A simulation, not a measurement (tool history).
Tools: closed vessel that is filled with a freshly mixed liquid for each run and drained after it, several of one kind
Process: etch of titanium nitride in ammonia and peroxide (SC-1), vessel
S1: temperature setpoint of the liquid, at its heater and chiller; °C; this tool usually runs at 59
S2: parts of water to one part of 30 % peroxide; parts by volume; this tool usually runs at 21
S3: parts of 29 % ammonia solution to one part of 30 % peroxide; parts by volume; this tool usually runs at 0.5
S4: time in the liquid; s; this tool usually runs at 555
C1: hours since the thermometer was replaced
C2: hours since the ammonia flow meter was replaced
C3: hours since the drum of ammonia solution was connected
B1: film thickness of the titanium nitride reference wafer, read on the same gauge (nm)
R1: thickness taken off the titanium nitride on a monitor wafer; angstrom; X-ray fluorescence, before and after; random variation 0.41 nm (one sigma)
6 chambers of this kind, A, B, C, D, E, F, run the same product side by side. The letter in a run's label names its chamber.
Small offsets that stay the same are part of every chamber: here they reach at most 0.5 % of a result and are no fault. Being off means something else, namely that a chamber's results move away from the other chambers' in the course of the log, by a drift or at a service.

{"day": 0.138, "done": "chamber C: ammonia flow meter replaced"}
{"run": "1D", "day": 0.275, "S1": 59, "S2": 21, "S3": 0.5, "S4": 555, "C1": 280.1, "C2": 297.3, "C3": 279.5, "B1": 79.983, "R1": 460.63}
{"run": "2F", "day": 0.604, "S1": 59, "S2": 21, "S3": 0.5, "S4": 555, "C1": 882.5, "C2": 73.7, "C3": 261.2, "B1": 79.999, "R1": 461.72}
{"run": "3E", "day": 0.783, "S1": 59, "S2": 21, "S3": 0.5, "S4": 555, "C1": 677.1, "C2": 878.8, "C3": 229.8, "B1": 79.997, "R1": 463.81}
{"run": "4A", "day": 1.112, "S1": 59, "S2": 21, "S3": 0.5, "S4": 555, "C1": 1113.1, "C2": 1745.8, "C3": 250.1, "B1": 79.985, "R1": 461.12}
{"run": "5C", "day": 1.342, "S1": 59, "S2": 21, "S3": 0.5, "S4": 555, "C1": 1573.9, "C2": 28.9, "C3": 326.7, "B1": 80.008, "R1": 466.09}
{"run": "6B", "day": 1.521, "S1": 59, "S2": 21, "S3": 0.5, "S4": 555, "C1": 795.3, "C2": 274.9, "C3": 108.4, "B1": 80.001, "R1": 462.85}
{"run": "7E", "day": 1.808, "S1": 59, "S2": 13.5, "S3": 0.6, "S4": 555, "C1": 701.7, "C2": 903.4, "C3": 254.4, "B1": 80.001, "R1": 605.62}
{"run": "8F", "day": 2.183, "S1": 59, "S2": 13.5, "S3": 0.6, "S4": 555, "C1": 920.4, "C2": 111.6, "C3": 299.1, "B1": 80.011, "R1": 615.44}
{"run": "9C", "day": 2.517, "S1": 59, "S2": 13.5, "S3": 0.6, "S4": 555, "C1": 1602.1, "C2": 57.1, "C3": 354.9, "B1": 79.973, "R1": 611.58}
{"run": "10A", "day": 2.758, "S1": 59, "S2": 13.5, "S3": 0.6, "S4": 555, "C1": 1152.6, "C2": 1785.3, "C3": 289.6, "B1": 79.974, "R1": 610.67}
{"run": "11B", "day": 3.038, "S1": 59, "S2": 13.5, "S3": 0.6, "S4": 555, "C1": 831.7, "C2": 311.3, "C3": 144.8, "B1": 79.989, "R1": 612.9}
{"run": "12D", "day": 3.312, "S1": 59, "S2": 13.5, "S3": 0.6, "S4": 555, "C1": 353, "C2": 370.2, "C3": 352.4, "B1": 80.009, "R1": 608.09}
{"run": "13F", "day": 3.646, "S1": 59, "S2": 21, "S3": 0.5, "S4": 555, "C1": 955.5, "C2": 146.7, "C3": 334.2, "B1": 79.981, "R1": 467.1}
{"run": "14E", "day": 3.867, "S1": 64, "S2": 21, "S3": 0.6, "S4": 555, "C1": 751.1, "C2": 952.8, "C3": 303.8, "B1": 79.992, "R1": 664.61}
{"run": "15D", "day": 4.125, "S1": 64, "S2": 21, "S3": 0.6, "S4": 555, "C1": 372.5, "C2": 389.7, "C3": 371.9, "B1": 80.031, "R1": 663.01}
{"run": "16A", "day": 4.375, "S1": 64, "S2": 21, "S3": 0.6, "S4": 555, "C1": 1191.4, "C2": 1824.1, "C3": 328.4, "B1": 79.964, "R1": 659.15}
{"run": "17B", "day": 4.754, "S1": 64, "S2": 21, "S3": 0.6, "S4": 555, "C1": 872.9, "C2": 352.5, "C3": 186, "B1": 79.997, "R1": 658.48}
{"run": "18C", "day": 5.042, "S1": 64, "S2": 21, "S3": 0.6, "S4": 555, "C1": 1662.7, "C2": 117.7, "C3": 415.5, "B1": 79.977, "R1": 654.16}
{"run": "19C", "day": 5.221, "S1": 64, "S2": 21, "S3": 0.6, "S4": 555, "C1": 1667, "C2": 122, "C3": 419.8, "B1": 79.976, "R1": 659.69}
{"day": 5.346, "done": "chamber C: new drum of ammonia solution connected"}
{"run": "20D", "day": 5.583, "S1": 59, "S2": 21, "S3": 0.5, "S4": 555, "C1": 407.5, "C2": 424.7, "C3": 406.9, "B1": 80.038, "R1": 468.14}
{"day": 5.933, "done": "chamber A: thermometer replaced"}
{"run": "21A", "day": 5.938, "S1": 59, "S2": 21, "S3": 0.5, "S4": 555, "C1": 0.2, "C2": 1861.6, "C3": 365.9, "B1": 80, "R1": 466.45}
{"run": "22F", "day": 6.2, "S1": 59, "S2": 21, "S3": 0.5, "S4": 555, "C1": 1016.8, "C2": 208, "C3": 395.5, "B1": 80.032, "R1": 467.82}
{"run": "23E", "day": 6.404, "S1": 59, "S2": 21, "S3": 0.5, "S4": 555, "C1": 812, "C2": 1013.7, "C3": 364.7, "B1": 80.014, "R1": 468.92}
{"run": "24B", "day": 6.7, "S1": 59, "S2": 21, "S3": 0.5, "S4": 555, "C1": 919.6, "C2": 399.2, "C3": 232.7, "B1": 80.012, "R1": 443.07}
{"run": "25F", "day": 6.9, "S1": 59, "S2": 21, "S3": 0.5, "S4": 555, "C1": 1033.6, "C2": 224.8, "C3": 412.3, "B1": 80.027, "R1": 459.29}
{"run": "26C", "day": 7.233, "S1": 66.5, "S2": 21, "S3": 0.5, "S4": 555, "C1": 1715.3, "C2": 170.3, "C3": 45.4, "B1": 79.967, "R1": 753.9}
{"run": "27B", "day": 7.588, "S1": 66.5, "S2": 21, "S3": 0.5, "S4": 555, "C1": 940.9, "C2": 420.5, "C3": 254, "B1": 79.985, "R1": 708.02}
{"run": "28D", "day": 7.854, "S1": 66.5, "S2": 21, "S3": 0.5, "S4": 555, "C1": 462, "C2": 479.2, "C3": 461.4, "B1": 79.993, "R1": 749.91}
{"run": "29A", "day": 8.096, "S1": 66.5, "S2": 21, "S3": 0.5, "S4": 555, "C1": 52, "C2": 1913.4, "C3": 417.7, "B1": 79.978, "R1": 751.67}
{"run": "30E", "day": 8.4, "S1": 66.5, "S2": 21, "S3": 0.5, "S4": 555, "C1": 859.9, "C2": 1061.6, "C3": 412.6, "B1": 80.035, "R1": 746.58}
{"run": "31B", "day": 8.729, "S1": 66.5, "S2": 21, "S3": 0.5, "S4": 555, "C1": 968.3, "C2": 447.9, "C3": 281.4, "B1": 80.047, "R1": 709.71}
{"run": "32C", "day": 8.904, "S1": 59, "S2": 21, "S3": 0.5, "S4": 555, "C1": 1755.4, "C2": 210.4, "C3": 85.5, "B1": 80.025, "R1": 467.17}
{"run": "33D", "day": 9.275, "S1": 59, "S2": 21, "S3": 0.5, "S4": 555, "C1": 496.1, "C2": 513.3, "C3": 495.5, "B1": 80.008, "R1": 467.68}
{"day": 9.525, "done": "chamber B: new drum of ammonia solution connected"}
{"run": "34F", "day": 9.6, "S1": 59, "S2": 21, "S3": 0.5, "S4": 555, "C1": 1098.4, "C2": 289.6, "C3": 477.1, "B1": 79.957, "R1": 463.92}
{"run": "35A", "day": 9.921, "S1": 59, "S2": 21, "S3": 0.5, "S4": 555, "C1": 95.8, "C2": 1957.2, "C3": 461.5, "B1": 80.021, "R1": 470.46}
{"run": "36E", "day": 10.112, "S1": 59, "S2": 21, "S3": 0.5, "S4": 555, "C1": 901, "C2": 1102.7, "C3": 453.7, "B1": 79.979, "R1": 455.94}
{"day": 10.183, "done": "chamber A: ammonia flow meter replaced"}
{"run": "37E", "day": 10.467, "S1": 59, "S2": 21, "S3": 0.5, "S4": 555, "C1": 909.5, "C2": 1111.2, "C3": 462.2, "B1": 80.01, "R1": 465.42}
{"run": "38F", "day": 10.654, "S1": 59, "S2": 21, "S3": 0.5, "S4": 555, "C1": 1123.7, "C2": 314.9, "C3": 502.4, "B1": 79.986, "R1": 465.18}
{"run": "39D", "day": 10.842, "S1": 59, "S2": 21, "S3": 0.5, "S4": 555, "C1": 533.7, "C2": 550.9, "C3": 533.1, "B1": 80.015, "R1": 460.07}
{"run": "40C", "day": 11.183, "S1": 59, "S2": 21, "S3": 0.5, "S4": 555, "C1": 1810.1, "C2": 265.1, "C3": 140.2, "B1": 80.013, "R1": 468.26}
{"run": "41A", "day": 11.538, "S1": 59, "S2": 21, "S3": 0.5, "S4": 555, "C1": 134.6, "C2": 32.5, "C3": 500.3, "B1": 79.975, "R1": 465.12}
{"run": "42B", "day": 11.729, "S1": 59, "S2": 21, "S3": 0.65, "S4": 555, "C1": 1040.3, "C2": 519.9, "C3": 52.9, "B1": 79.978, "R1": 440.79}
{"run": "43E", "day": 12.083, "S1": 59, "S2": 21, "S3": 0.65, "S4": 555, "C1": 948.3, "C2": 1150, "C3": 501, "B1": 80.022, "R1": 488.62}
{"run": "44D", "day": 12.383, "S1": 59, "S2": 21, "S3": 0.65, "S4": 555, "C1": 570.7, "C2": 587.9, "C3": 570.1, "B1": 79.999, "R1": 488.33}

Next, all 6 chambers run the settings below, one line each with question marks for the results. What does each chamber give?
{"run": "45A", "day": 12.654, "S1": 59, "S2": 21, "S3": 0.25, "S4": 555, "R1": "?"}
{"run": "45B", "day": 12.654, "S1": 59, "S2": 21, "S3": 0.25, "S4": 555, "R1": "?"}
{"run": "45C", "day": 12.654, "S1": 59, "S2": 21, "S3": 0.25, "S4": 555, "R1": "?"}
{"run": "45D", "day": 12.654, "S1": 59, "S2": 21, "S3": 0.25, "S4": 555, "R1": "?"}
{"run": "45E", "day": 12.654, "S1": 59, "S2": 21, "S3": 0.25, "S4": 555, "R1": "?"}
{"run": "45F", "day": 12.654, "S1": 59, "S2": 21, "S3": 0.25, "S4": 555, "R1": "?"}

run=45A R1=408.19
run=45B R1=358.14
run=45C R1=403.97
run=45D R1=406.95
run=45E R1=401.4
run=45F R1=410.53
